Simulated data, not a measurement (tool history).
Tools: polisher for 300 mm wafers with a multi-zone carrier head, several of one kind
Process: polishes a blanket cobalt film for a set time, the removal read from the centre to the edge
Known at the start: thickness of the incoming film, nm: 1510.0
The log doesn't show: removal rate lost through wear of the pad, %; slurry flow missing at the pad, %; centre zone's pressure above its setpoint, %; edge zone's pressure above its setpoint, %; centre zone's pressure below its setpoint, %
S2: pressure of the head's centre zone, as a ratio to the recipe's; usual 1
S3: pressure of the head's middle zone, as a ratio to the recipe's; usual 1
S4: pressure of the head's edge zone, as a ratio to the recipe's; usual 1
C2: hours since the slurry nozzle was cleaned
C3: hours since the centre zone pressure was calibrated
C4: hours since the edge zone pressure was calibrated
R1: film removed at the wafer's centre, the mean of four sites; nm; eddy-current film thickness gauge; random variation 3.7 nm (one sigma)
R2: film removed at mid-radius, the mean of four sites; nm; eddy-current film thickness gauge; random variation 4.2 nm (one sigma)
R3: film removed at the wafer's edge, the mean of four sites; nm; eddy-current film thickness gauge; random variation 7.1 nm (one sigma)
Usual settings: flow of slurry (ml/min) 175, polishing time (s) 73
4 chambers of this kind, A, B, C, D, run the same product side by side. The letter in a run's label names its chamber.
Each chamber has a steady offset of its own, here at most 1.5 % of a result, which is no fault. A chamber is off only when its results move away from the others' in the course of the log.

{"run": "1C", "hour": 7.3, "flow of slurry (ml/min)": 175, "S2": 1, "S3": 1, "S4": 1, "polishing time (s)": 73, "wafers polished on this pad": 97, "C2": 462.7, "C3": 569.9, "C4": 186.2, "R1": 537.76, "R2": 532.09, "R3": 537.08}
{"hour": 12.9, "done": "chamber C: slurry nozzle cleaned"}
{"run": "2A", "hour": 17.0, "flow of slurry (ml/min)": 175, "S2": 1, "S3": 1, "S4": 1, "polishing time (s)": 73, "wafers polished on this pad": 645, "C2": 143.1, "C3": 266.4, "C4": 98.5, "R1": 537.84, "R2": 536.34, "R3": 528.3}
{"hour": 19.4, "done": "chamber B: worn pad replaced by a new one"}
{"run": "3B", "hour": 27.1, "flow of slurry (ml/min)": 175, "S2": 1, "S3": 1, "S4": 1, "polishing time (s)": 73, "wafers polished on this pad": 82, "C2": 94.3, "C3": 254.9, "C4": 294.2, "R1": 543.52, "R2": 542.4, "R3": 539.48}
{"run": "4D", "hour": 33.4, "flow of slurry (ml/min)": 175, "S2": 1, "S3": 1, "S4": 1, "polishing time (s)": 73, "wafers polished on this pad": 959, "C2": 37.3, "C3": 53, "C4": 422.4, "R1": 538.89, "R2": 541.36, "R3": 533.84}
{"hour": 39.3, "done": "chamber D: worn pad replaced by a new one"}
{"run": "5C", "hour": 41.3, "flow of slurry (ml/min)": 175, "S2": 1, "S3": 1, "S4": 1, "polishing time (s)": 73, "wafers polished on this pad": 461, "C2": 28.5, "C3": 603.9, "C4": 220.2, "R1": 540.59, "R2": 534.09, "R3": 540.59}
{"run": "6D", "hour": 46.5, "flow of slurry (ml/min)": 175, "S2": 1, "S3": 1, "S4": 1, "polishing time (s)": 73, "wafers polished on this pad": 77, "C2": 50.4, "C3": 66.1, "C4": 435.5, "R1": 538.6, "R2": 543.57, "R3": 548.5}
{"run": "7B", "hour": 52.1, "flow of slurry (ml/min)": 175, "S2": 1, "S3": 1, "S4": 1, "polishing time (s)": 73, "wafers polished on this pad": 351, "C2": 119.3, "C3": 279.9, "C4": 319.2, "R1": 539.83, "R2": 540.64, "R3": 532.41}
{"run": "8A", "hour": 57.8, "flow of slurry (ml/min)": 175, "S2": 1, "S3": 1, "S4": 1, "polishing time (s)": 73, "wafers polished on this pad": 1082, "C2": 183.9, "C3": 307.2, "C4": 139.3, "R1": 524.01, "R2": 521.24, "R3": 534.11}
{"run": "9A", "hour": 65.7, "flow of slurry (ml/min)": 175, "S2": 1, "S3": 1, "S4": 1, "polishing time (s)": 73, "wafers polished on this pad": 1167, "C2": 191.8, "C3": 315.1, "C4": 147.2, "R1": 534.59, "R2": 536.93, "R3": 530.99}
{"run": "10D", "hour": 71.3, "flow of slurry (ml/min)": 175, "S2": 1, "S3": 1, "S4": 1, "polishing time (s)": 73, "wafers polished on this pad": 343, "C2": 75.2, "C3": 90.9, "C4": 460.3, "R1": 531.39, "R2": 536.21, "R3": 534.91}
{"run": "11C", "hour": 79.5, "flow of slurry (ml/min)": 175, "S2": 1, "S3": 1, "S4": 1, "polishing time (s)": 73, "wafers polished on this pad": 871, "C2": 66.7, "C3": 642.1, "C4": 258.4, "R1": 539.34, "R2": 530.1, "R3": 530.51}
{"hour": 84.2, "done": "chamber B: worn pad replaced by a new one"}
{"hour": 85.0, "done": "chamber C: worn pad replaced by a new one"}
{"run": "12B", "hour": 88.2, "flow of slurry (ml/min)": 175, "S2": 1, "S3": 1, "S4": 1, "polishing time (s)": 73, "wafers polished on this pad": 43, "C2": 155.4, "C3": 316, "C4": 355.3, "R1": 549.24, "R2": 544.1, "R3": 543.1}
{"run": "13B", "hour": 93.3, "flow of slurry (ml/min)": 175, "S2": 1, "S3": 1, "S4": 1, "polishing time (s)": 73, "wafers polished on this pad": 98, "C2": 160.5, "C3": 321.1, "C4": 360.4, "R1": 537.31, "R2": 547.87, "R3": 536.03}
{"run": "14C", "hour": 97.8, "flow of slurry (ml/min)": 175, "S2": 1.07, "S3": 1, "S4": 1, "polishing time (s)": 73, "wafers polished on this pad": 137, "C2": 85, "C3": 660.4, "C4": 276.7, "R1": 583.49, "R2": 539.88, "R3": 538.63}
{"run": "15D", "hour": 104.3, "flow of slurry (ml/min)": 175, "S2": 1.07, "S3": 1, "S4": 1, "polishing time (s)": 73, "wafers polished on this pad": 697, "C2": 108.2, "C3": 123.9, "C4": 493.3, "R1": 573.49, "R2": 548.15, "R3": 543.99}
{"run": "16A", "hour": 108.9, "flow of slurry (ml/min)": 175, "S2": 1.07, "S3": 1, "S4": 1, "polishing time (s)": 73, "wafers polished on this pad": 1631, "C2": 235, "C3": 358.3, "C4": 190.4, "R1": 566.31, "R2": 519.04, "R3": 536.41}
{"run": "17C", "hour": 117.2, "flow of slurry (ml/min)": 175, "S2": 1.07, "S3": 1, "S4": 1, "polishing time (s)": 73, "wafers polished on this pad": 345, "C2": 104.4, "C3": 679.8, "C4": 296.1, "R1": 582.19, "R2": 533.82, "R3": 532.96}
{"run": "18D", "hour": 122.6, "flow of slurry (ml/min)": 175, "S2": 1, "S3": 1, "S4": 1, "polishing time (s)": 73, "wafers polished on this pad": 894, "C2": 126.5, "C3": 142.2, "C4": 511.6, "R1": 539.96, "R2": 545.35, "R3": 524.46}
{"run": "19A", "hour": 127.1, "flow of slurry (ml/min)": 175, "S2": 1, "S3": 1, "S4": 1, "polishing time (s)": 73, "wafers polished on this pad": 1826, "C2": 253.2, "C3": 376.5, "C4": 208.6, "R1": 516.62, "R2": 523.39, "R3": 516.72}
{"hour": 127.5, "done": "chamber D: worn pad replaced by a new one"}
{"hour": 134.1, "done": "chamber B: worn pad replaced by a new one"}
{"run": "20B", "hour": 136.6, "flow of slurry (ml/min)": 175, "S2": 1, "S3": 1, "S4": 1, "polishing time (s)": 73, "wafers polished on this pad": 27, "C2": 203.8, "C3": 364.4, "C4": 403.7, "R1": 541.77, "R2": 547.6, "R3": 541.53}
{"run": "21D", "hour": 144.3, "flow of slurry (ml/min)": 175, "S2": 1, "S3": 1, "S4": 1, "polishing time (s)": 73, "wafers polished on this pad": 180, "C2": 148.2, "C3": 163.9, "C4": 533.3, "R1": 536.63, "R2": 540.26, "R3": 534.96}
{"run": "22A", "hour": 151.7, "flow of slurry (ml/min)": 175, "S2": 1, "S3": 1, "S4": 1, "polishing time (s)": 73, "wafers polished on this pad": 2090, "C2": 277.8, "C3": 401.1, "C4": 233.2, "R1": 515.38, "R2": 520.21, "R3": 516.01}
{"run": "23C", "hour": 159.5, "flow of slurry (ml/min)": 175, "S2": 1, "S3": 1, "S4": 1, "polishing time (s)": 73, "wafers polished on this pad": 799, "C2": 146.7, "C3": 722.1, "C4": 338.4, "R1": 539.83, "R2": 538.52, "R3": 538.06}
{"hour": 164.1, "done": "chamber C: worn pad replaced by a new one"}
{"run": "24B", "hour": 166.7, "flow of slurry (ml/min)": 175, "S2": 1, "S3": 1, "S4": 1, "polishing time (s)": 73, "wafers polished on this pad": 350, "C2": 233.9, "C3": 394.5, "C4": 433.8, "R1": 538.8, "R2": 547.75, "R3": 524.28}
{"run": "25B", "hour": 173.1, "flow of slurry (ml/min)": 175, "S2": 1, "S3": 1, "S4": 1, "polishing time (s)": 73, "wafers polished on this pad": 418, "C2": 240.3, "C3": 400.9, "C4": 440.2, "R1": 539.21, "R2": 538.72, "R3": 522.73}
{"run": "26C", "hour": 177.6, "flow of slurry (ml/min)": 175, "S2": 1, "S3": 1, "S4": 1, "polishing time (s)": 73, "wafers polished on this pad": 145, "C2": 164.8, "C3": 740.2, "C4": 356.5, "R1": 539.44, "R2": 528.13, "R3": 533.49}
{"run": "27A", "hour": 182.5, "flow of slurry (ml/min)": 175, "S2": 1, "S3": 1, "S4": 1, "polishing time (s)": 73, "wafers polished on this pad": 2420, "C2": 308.6, "C3": 431.9, "C4": 264, "R1": 511.74, "R2": 509.66, "R3": 512.65}
{"run": "28D", "hour": 189.1, "flow of slurry (ml/min)": 140, "S2": 1, "S3": 1, "S4": 1, "polishing time (s)": 73, "wafers polished on this pad": 660, "C2": 193, "C3": 208.7, "C4": 578.1, "R1": 513.86, "R2": 522.26, "R3": 526.45}
{"run": "29A", "hour": 198.9, "flow of slurry (ml/min)": 140, "S2": 1, "S3": 1, "S4": 1, "polishing time (s)": 73, "wafers polished on this pad": 2596, "C2": 325, "C3": 448.3, "C4": 280.4, "R1": 487.94, "R2": 487.3, "R3": 499.03}

All 4 chambers run these settings next. Forecast each chamber's results:
{"run": "30A", "hour": 206.3, "flow of slurry (ml/min)": 175, "S2": 1, "S3": 1, "S4": 0.96, "polishing time (s)": 73, "R1": "?", "R2": "?", "R3": "?"}
{"run": "30B", "hour": 206.3, "flow of slurry (ml/min)": 175, "S2": 1, "S3": 1, "S4": 0.96, "polishing time (s)": 73, "R1": "?", "R2": "?", "R3": "?"}
{"run": "30C", "hour": 206.3, "flow of slurry (ml/min)": 175, "S2": 1, "S3": 1, "S4": 0.96, "polishing time (s)": 73, "R1": "?", "R2": "?", "R3": "?"}
{"run": "30D", "hour": 206.3, "flow of slurry (ml/min)": 175, "S2": 1, "S3": 1, "S4": 0.96, "polishing time (s)": 73, "R1": "?", "R2": "?", "R3": "?"}

run=30A R1=508.07 R2=509.01 R3=500.39
run=30B R1=539.59 R2=544.54 R3=520.36
run=30C R1=536.1 R2=535.57 R3=519.04
run=30D R1=538.73 R2=533.33 R3=524.2
